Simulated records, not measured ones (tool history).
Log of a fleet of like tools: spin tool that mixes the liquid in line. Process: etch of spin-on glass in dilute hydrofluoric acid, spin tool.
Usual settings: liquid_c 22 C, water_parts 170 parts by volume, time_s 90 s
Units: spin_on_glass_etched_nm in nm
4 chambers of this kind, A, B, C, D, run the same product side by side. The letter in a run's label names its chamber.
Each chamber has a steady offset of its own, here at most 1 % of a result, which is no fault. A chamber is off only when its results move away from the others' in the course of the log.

run   hour  liquid_c  water_parts  time_s  read-back film thickness of the spin-on glass reference wafer, read on the same gauge (nm)  spin_on_glass_etched_nm
 1A    4.9        22          170      90                                                                                      90.015                  16.9550
 2B   11.5        22          170      90                                                                                      89.979                  17.1110
      12.3  -- chamber B: hydrofluoric acid flow meter replaced
 3D   17.8        22          170      90                                                                                      89.961                  17.1670
 4C   23.3        22          170      90                                                                                      89.984                  17.2260
 5A   33.1        22          170      90                                                                                      90.003                  16.9870
 6D   40.8        22          170      90                                                                                      90.012                  17.2900
 7B   50.1        22          170      90                                                                                      89.972                  16.9520
 8C   58.5        22          105      60                                                                                      90.012                  19.6300
 9D   64.2        22          105      60                                                                                      89.975                  20.0710
10A   71.5        22          105      60                                                                                      89.996                  19.5090
11B   77.1        22          105      60                                                                                      90.010                  19.2770
12C   83.7        22          170      90                                                                                      89.991                  17.2520
13C   93.5        22          170      90                                                                                      90.029                  17.1360
14B  101.3        22          170      90                                                                                      90.000                  16.9170
15D  108.5        22          170      90                                                                                      89.957                  17.3250
16A  116.6        22          170      90                                                                                      89.991                  17.0070
17D  123.4        22          170      90                                                                                      89.978                  17.5310
18C  128.1        22          170      90                                                                                      89.981                  17.2930
19B  133.3        22          170      90                                                                                      90.016                  16.6120
20A  138.3        22          170      90                                                                                      89.979                  16.9200
21D  147.3        22          170      90                                                                                      90.006                  17.7840
22B  153.4        22          170      40                                                                                      89.980                   7.5545
     162.0  -- chamber D: thermometer replaced
23A  163.1        22          170      40                                                                                      90.004                   7.5048
24C  169.6        22          170      40                                                                                      90.008                   7.5818
25A  177.6        22          170      40                                                                                      90.005                   7.5970
26C  187.8        22          170      90                                                                                      90.026                  17.1950
27D  196.2        22          170      90                                                                                      89.995                  17.7990
28B  204.4        22          170      90                                                                                      89.984                  16.9270
29D  213.9        22          170      90                                                                                      90.002                  18.1680

All 4 chambers run these settings next. Forecast each chamber's results:
30A  221.3        22          170      50                                                                                                                    ?
30B  221.3        22          170      50                                                                                                                    ?
30C  221.3        22          170      50                                                                                                                    ?
30D  221.3        22          170      50                                                                                                                    ?

run  spin_on_glass_etched_nm
30A                   9.3943
30B                   9.4235
30C                   9.3971
30D                   9.9746
